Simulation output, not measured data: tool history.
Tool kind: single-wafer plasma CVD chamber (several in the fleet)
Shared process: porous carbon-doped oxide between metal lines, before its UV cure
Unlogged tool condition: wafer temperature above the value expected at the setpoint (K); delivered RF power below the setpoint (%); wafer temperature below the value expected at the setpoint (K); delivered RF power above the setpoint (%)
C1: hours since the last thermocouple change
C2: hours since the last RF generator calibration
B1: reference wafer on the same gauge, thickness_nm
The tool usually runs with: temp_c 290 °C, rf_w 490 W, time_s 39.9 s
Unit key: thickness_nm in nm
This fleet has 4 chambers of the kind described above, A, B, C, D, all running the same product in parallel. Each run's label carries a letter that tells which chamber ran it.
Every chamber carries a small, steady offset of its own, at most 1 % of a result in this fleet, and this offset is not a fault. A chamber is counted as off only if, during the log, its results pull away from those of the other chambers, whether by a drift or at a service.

run 1C hour=15.4 | temp_c=290 rf_w=490 time_s=39.9 | C1=1566.2 C2=376.3 | B1=263.10 | thickness_nm=224.34
run 2A hour=31.2 | temp_c=290 rf_w=490 time_s=39.9 | C1=1194.1 C2=625.3 | B1=262.93 | thickness_nm=221.06
run 3B hour=44.0 | temp_c=290 rf_w=490 time_s=39.9 | C1=1897.7 C2=437.6 | B1=262.99 | thickness_nm=224.64
run 4D hour=55.2 | temp_c=290 rf_w=490 time_s=39.9 | C1=906.4 C2=1718.9 | B1=263.20 | thickness_nm=225.36
run 5D hour=69.8 | temp_c=290 rf_w=490 time_s=39.9 | C1=921.0 C2=1733.5 | B1=262.91 | thickness_nm=224.85
run 6B hour=77.7 | temp_c=290 rf_w=490 time_s=39.9 | C1=1931.4 C2=471.3 | B1=262.94 | thickness_nm=224.30
run 7C hour=92.2 | temp_c=290 rf_w=490 time_s=39.9 | C1=1643.0 C2=453.1 | B1=263.08 | thickness_nm=223.70
run 8A hour=103.7 | temp_c=290 rf_w=490 time_s=39.9 | C1=1266.6 C2=697.8 | B1=262.93 | thickness_nm=221.20
run 9D hour=111.5 | temp_c=290 rf_w=490 time_s=39.9 | C1=962.7 C2=1775.2 | B1=263.10 | thickness_nm=225.39
-- hour=123.3 chamber A: thermocouple changed; heater temperature recalibrated
run 10A hour=127.4 | temp_c=290 rf_w=490 time_s=39.9 | C1=4.2 C2=721.5 | B1=263.12 | thickness_nm=220.62
-- hour=129.8 chamber C: thermocouple changed; heater temperature recalibrated
run 11B hour=137.6 | temp_c=290 rf_w=490 time_s=39.9 | C1=1991.3 C2=531.2 | B1=263.04 | thickness_nm=225.07
run 12C hour=145.7 | temp_c=290 rf_w=490 time_s=39.9 | C1=16.0 C2=506.6 | B1=262.92 | thickness_nm=223.93
run 13C hour=159.3 | temp_c=296 rf_w=490 time_s=39.9 | C1=29.6 C2=520.2 | B1=263.06 | thickness_nm=216.71
run 14B hour=173.9 | temp_c=296 rf_w=490 time_s=39.9 | C1=2027.6 C2=567.5 | B1=263.05 | thickness_nm=216.28
run 15D hour=189.5 | temp_c=296 rf_w=490 time_s=39.9 | C1=1040.7 C2=1853.2 | B1=263.06 | thickness_nm=217.75
run 16A hour=201.0 | temp_c=296 rf_w=490 time_s=39.9 | C1=77.8 C2=795.1 | B1=263.09 | thickness_nm=214.05
run 17C hour=214.9 | temp_c=290 rf_w=535 time_s=33.6 | C1=85.2 C2=575.8 | B1=262.90 | thickness_nm=201.12
run 18B hour=230.8 | temp_c=290 rf_w=535 time_s=33.6 | C1=2084.5 C2=624.4 | B1=263.08 | thickness_nm=200.23
run 19D hour=241.5 | temp_c=290 rf_w=535 time_s=33.6 | C1=1092.7 C2=1905.2 | B1=262.87 | thickness_nm=201.01
run 20A hour=250.3 | temp_c=290 rf_w=535 time_s=33.6 | C1=127.1 C2=844.4 | B1=262.99 | thickness_nm=198.45
run 21D hour=265.1 | temp_c=290 rf_w=490 time_s=39.9 | C1=1116.3 C2=1928.8 | B1=263.07 | thickness_nm=225.39
run 22B hour=280.1 | temp_c=290 rf_w=490 time_s=39.9 | C1=2133.8 C2=673.7 | B1=262.87 | thickness_nm=223.98
run 23C hour=289.1 | temp_c=290 rf_w=490 time_s=39.9 | C1=159.4 C2=650.0 | B1=263.07 | thickness_nm=224.85
run 24A hour=301.4 | temp_c=290 rf_w=490 time_s=39.9 | C1=178.2 C2=895.5 | B1=263.08 | thickness_nm=221.22
run 25B hour=311.2 | temp_c=290 rf_w=490 time_s=39.9 | C1=2164.9 C2=704.8 | B1=262.90 | thickness_nm=224.03
run 26D hour=319.7 | temp_c=290 rf_w=490 time_s=39.9 | C1=1170.9 C2=1983.4 | B1=262.85 | thickness_nm=224.38
run 27A hour=331.8 | temp_c=290 rf_w=490 time_s=39.9 | C1=208.6 C2=925.9 | B1=263.01 | thickness_nm=222.13

Is one chamber out of step, is the gauge drifting, or do the chambers differ by no more than their own small offsets? For an off chamber, give its letter and the likeliest cause.

The fleet is healthy, with each chamber sitting at its usual small offset and no drift in the gauge.
